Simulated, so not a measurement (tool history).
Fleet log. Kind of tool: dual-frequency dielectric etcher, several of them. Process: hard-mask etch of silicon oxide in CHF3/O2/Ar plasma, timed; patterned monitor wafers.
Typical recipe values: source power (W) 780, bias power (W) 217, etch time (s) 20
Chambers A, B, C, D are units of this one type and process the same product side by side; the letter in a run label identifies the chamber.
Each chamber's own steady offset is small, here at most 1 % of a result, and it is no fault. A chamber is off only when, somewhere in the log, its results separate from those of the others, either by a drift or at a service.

run     day  source power (W)  bias power (W)  etch time (s)  hours since the last wet clean  hours since the last source power generator calibration  hours since the last bias power generator calibration  read-back reference wafer on the same gauge, depth_nm  mean etch depth across the wafer (angstrom)
 1B   0.317               780             217             20                           320.3                                                   2153.6                                                 3009.5                                                 53.899                                       463.91
 2A   0.612               780             217             20                             389                                                   1835.5                                                  781.7                                                 53.918                                       461.62
 3C   0.958               780             217             20                            28.6                                                   2436.3                                                 1918.5                                                 53.934                                       469.08
 4D   1.267               780             217             20                            74.8                                                    138.9                                                  480.3                                                 53.926                                       468.45
 5B    1.65               780             217             20                           352.3                                                   2185.6                                                 3041.5                                                 53.879                                        467.3
 6A   1.879               890             217           15.5                           419.4                                                   1865.9                                                  812.1                                                  53.85                                       376.39
      2.029  -- chamber B: wet clean of the chamber
 7D   2.267               890             217           15.5                            98.8                                                    162.9                                                  504.3                                                 53.877                                       380.23
 8C   2.621               890             217           15.5                            68.5                                                   2476.2                                                 1958.4                                                 53.895                                       381.08
 9B   2.917               890             217           15.5                            21.4                                                     2216                                                 3071.9                                                 53.954                                       379.92
10D   3.158               780             217             20                           120.2                                                    184.3                                                  525.7                                                 53.871                                       468.19
11A   3.496               780             217             20                           458.2                                                   1904.7                                                  850.9                                                 53.876                                       462.25
12C   3.821               780             217             20                            97.3                                                     2505                                                 1987.2                                                  53.88                                       465.13
13C   4.288               780             217             20                           108.5                                                   2516.2                                                 1998.4                                                 53.905                                       465.48
14D   4.525               780             217             20                             153                                                    217.1                                                  558.5                                                 53.943                                       466.67
      4.579  -- chamber A: wet clean of the chamber
15A   4.954               780             217             20                               9                                                   1939.7                                                  885.9                                                 53.898                                       476.84
16B   5.179               780             217             20                            75.7                                                   2270.3                                                 3126.2                                                 53.884                                       464.92
17C   5.612               780             217             20                           140.3                                                     2548                                                 2030.2                                                  53.86                                       462.49
18D   6.004               780             217             20                           188.5                                                    252.6                                                    594                                                   53.9                                        467.6
19B   6.483               780             217             20                             107                                                   2301.6                                                 3157.5                                                 53.922                                       467.37
20A   6.929               780             217             20                            56.4                                                   1987.1                                                  933.3                                                 53.898                                       475.85
21C   7.288               780             217             20                           180.5                                                   2588.2                                                 2070.4                                                 53.877                                       466.51
22D   7.642               780             217             20                           227.8                                                    291.9                                                  633.3                                                  53.86                                       465.97
23A   8.046               780             217             20                            83.2                                                   2013.9                                                  960.1                                                 53.901                                       474.59
24B   8.417               780             217             20                           153.4                                                     2348                                                 3203.9                                                 53.885                                       465.91
25C   8.758               780             217             20                           215.8                                                   2623.5                                                 2105.7                                                 53.884                                       465.31
26A   9.046               780             217             20                           107.2                                                   2037.9                                                  984.1                                                 53.849                                       476.95
27B   9.304               780             217             20                           174.7                                                   2369.3                                                 3225.2                                                 53.892                                       466.15
28D   9.788               780             217             20                           279.3                                                    343.4                                                  684.8                                                 53.852                                       466.91
29C  10.217               780             217             20                           250.8                                                   2658.5                                                 2140.7                                                  53.89                                       466.38
30D  10.692               780             217             20                             301                                                    365.1                                                  706.5                                                 53.919                                       469.58
31A  11.092               780             217           25.5                           156.3                                                     2087                                                 1033.2                                                 53.907                                       605.31
32B  11.404               780             217           25.5                           225.1                                                   2419.7                                                 3275.6                                                 53.886                                       593.36
33A  11.858               780             217           25.5                           174.7                                                   2105.4                                                 1051.6                                                 53.848                                       601.96
34B  12.075               780             217           25.5                           241.2                                                   2435.8                                                 3291.7                                                 53.916                                       594.02
35D  12.454               780             217             20                           343.3                                                    407.4                                                  748.8                                                 53.876                                       468.35

For the next run the whole fleet of 4 chambers uses the same settings. Give each chamber's results:
36A  12.804               650             217             20                                                                                                                                                                                                                                                   ?
36B  12.804               650             217             20                                                                                                                                                                                                                                                   ?
36C  12.804               650             217             20                                                                                                                                                                                                                                                   ?
36D  12.804               650             217             20                                                                                                                                                                                                                                                   ?

run  mean etch depth across the wafer (angstrom)
36A                                       445.58
36B                                       436.01
36C                                       432.99
36D                                       434.85
